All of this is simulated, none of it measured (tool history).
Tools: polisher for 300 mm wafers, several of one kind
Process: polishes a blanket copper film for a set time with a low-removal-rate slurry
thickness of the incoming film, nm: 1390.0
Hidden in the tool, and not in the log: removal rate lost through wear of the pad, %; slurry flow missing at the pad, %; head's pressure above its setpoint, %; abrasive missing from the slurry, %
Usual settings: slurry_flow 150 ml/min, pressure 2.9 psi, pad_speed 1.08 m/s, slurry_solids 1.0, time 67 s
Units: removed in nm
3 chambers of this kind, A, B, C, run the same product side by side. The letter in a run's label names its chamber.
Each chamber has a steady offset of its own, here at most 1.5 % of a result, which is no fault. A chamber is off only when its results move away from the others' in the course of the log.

run	day	slurry_flow	pressure	pad_speed	slurry_solids	time	wafers polished on this pad	hours since the slurry nozzle was cleaned	hours since the head pressure was calibrated	hours since the slurry blender was calibrated	removed
# day 0.229: chamber C: slurry nozzle cleaned
1B	0.433	150	2.9	1.08	1.0	67	1301	472.3	413.6	264.4	204.08
2A	0.708	150	2.9	1.08	1.0	67	580	285.2	474.2	97.9	203.48
3C	1.142	150	2.9	1.08	1.0	67	762	22.0	952.5	122.8	206.20
# day 1.158: chamber A: slurry blender recalibrated
# day 1.250: chamber C: worn pad replaced by a new one
# day 1.458: chamber B: worn pad replaced by a new one
# day 1.492: chamber A: worn pad replaced by a new one
4B	1.496	150	2.9	1.08	1.0	67	9	497.8	439.1	289.9	203.08
5C	1.771	150	2.9	1.08	1.0	67	129	37.1	967.6	137.9	205.56
6A	2.112	150	2.9	1.08	1.0	67	154	318.9	507.9	22.9	202.12
7B	2.588	150	2.9	1.08	1.0	67	280	524.0	465.3	316.1	208.24
8C	2.929	175	2.9	1.28	1.0	67	417	64.9	995.4	165.7	250.24
9A	3.308	175	2.9	1.28	1.0	67	450	347.6	536.6	51.6	247.98
10B	3.592	175	2.9	1.28	1.0	67	529	548.1	489.4	340.2	247.94
11A	3.946	150	2.9	1.08	1.0	67	609	362.9	551.9	66.9	202.89
12C	4.212	150	2.9	1.08	1.0	67	735	95.7	1026.2	196.5	202.97
# day 4.492: chamber C: worn pad replaced by a new one
13C	4.671	150	2.9	1.08	1.0	67	45	106.7	1037.2	207.5	203.20
14A	5.121	150	2.9	1.08	1.0	67	900	391.1	580.1	95.1	197.08
15B	5.400	150	2.9	1.08	1.0	67	978	591.5	532.8	383.6	205.21
# day 5.417: chamber A: slurry blender recalibrated
# day 5.542: chamber A: worn pad replaced by a new one
16A	5.692	150	2.9	1.08	1.0	67	37	404.8	593.8	6.6	198.20
17B	5.996	150	2.3	1.08	1.2	67	1126	605.8	547.1	397.9	168.82
18C	6.283	150	2.3	1.08	1.2	67	445	145.4	1075.9	246.2	167.30
# day 6.346: chamber B: worn pad replaced by a new one
19C	6.517	150	2.3	1.08	1.2	67	503	151.0	1081.5	251.8	171.18
20B	6.883	150	2.9	1.08	1.0	67	133	627.1	568.4	419.2	202.19
21A	7.200	150	2.9	1.08	1.0	67	411	441.0	630.0	42.8	198.30
# day 7.625: chamber B: slurry nozzle cleaned
22A	7.667	150	2.9	1.08	1.0	67	527	452.2	641.2	54.0	197.16
# day 7.858: chamber C: worn pad replaced by a new one
23C	8.021	150	2.9	1.08	1.0	67	41	187.1	1117.6	287.9	206.08
24B	8.488	150	2.9	1.08	1.0	67	531	20.7	606.9	457.7	203.91
25A	8.762	150	2.9	1.08	1.0	67	799	478.5	667.5	80.3	193.19
26B	9.075	150	2.9	1.08	1.0	67	677	34.8	621.0	471.8	203.33
# day 9.346: chamber A: worn pad replaced by a new one
27C	9.533	150	2.9	1.08	1.0	67	416	223.4	1153.9	324.2	205.94
28A	10.004	150	2.9	1.08	1.0	67	163	508.3	697.3	110.1	194.41
# day 10.129: chamber A: slurry blender recalibrated
29B	10.288	150	2.9	1.08	1.0	67	978	63.9	650.1	500.9	202.48
30C	10.508	150	2.9	1.08	1.0	67	658	246.8	1177.3	347.6	205.40
# day 10.721: chamber B: slurry blender recalibrated
# day 10.792: chamber C: worn pad replaced by a new one
31C	10.929	150	2.9	1.08	1.0	67	34	256.9	1187.4	357.7	206.22
32A	11.329	150	2.9	1.08	1.0	67	492	540.1	729.1	28.9	188.96
# day 11.721: chamber B: worn pad replaced by a new one
33B	11.783	135	2.9	0.80	1.0	67	15	99.8	686.0	25.6	148.85
34B	12.192	135	2.9	0.80	1.0	67	116	109.6	695.8	35.4	148.31
35C	12.675	135	2.9	0.80	1.0	67	467	298.8	1229.3	399.6	150.26
36A	13.054	150	2.9	1.08	1.0	67	920	581.5	770.5	70.3	190.02
# day 13.071: chamber A: worn pad replaced by a new one
37A	13.267	150	2.9	0.82	1.0	47	48	586.6	775.6	75.4	101.53
38B	13.621	150	2.9	0.82	1.0	47	471	143.9	730.1	69.7	109.78
# day 13.754: chamber C: worn pad replaced by a new one
39C	13.988	150	2.9	0.82	1.0	47	58	330.3	1260.8	431.1	108.83

What goes on in this fleet: one chamber off, a drifting gauge, or nothing beyond the chambers' own small offsets? Name the chamber and the cause, if any.

Chamber A drifts away from the others.
Cause: slurry flow missing at the pad, % = 31.2.
The log may not tell that from: head's pressure below its setpoint, %.

Here are 4 candidates for chamber A's next run, each the usual settings with a change, their results left as question marks. Which one brings its results back in line with what the others give on the usual settings?
In line means no further than this from the other chambers' mean on the usual settings: removed 5.50 nm
40A-1	14.333	150	3.1	1.14	1.0	70					?
40A-2	14.333	220	2.9	1.08	1.0	67					?
40A-3	14.333	145	2.9	1.00	1.0	62					?
40A-4	14.333	150	2.8	1.06	1.0	65					?

The other chambers' mean on the usual settings: removed 205.17 nm
run	removed
40A-1	220.98
40A-2	203.10
40A-3	159.19
40A-4	172.37
40A-2 brings the chamber back in line.

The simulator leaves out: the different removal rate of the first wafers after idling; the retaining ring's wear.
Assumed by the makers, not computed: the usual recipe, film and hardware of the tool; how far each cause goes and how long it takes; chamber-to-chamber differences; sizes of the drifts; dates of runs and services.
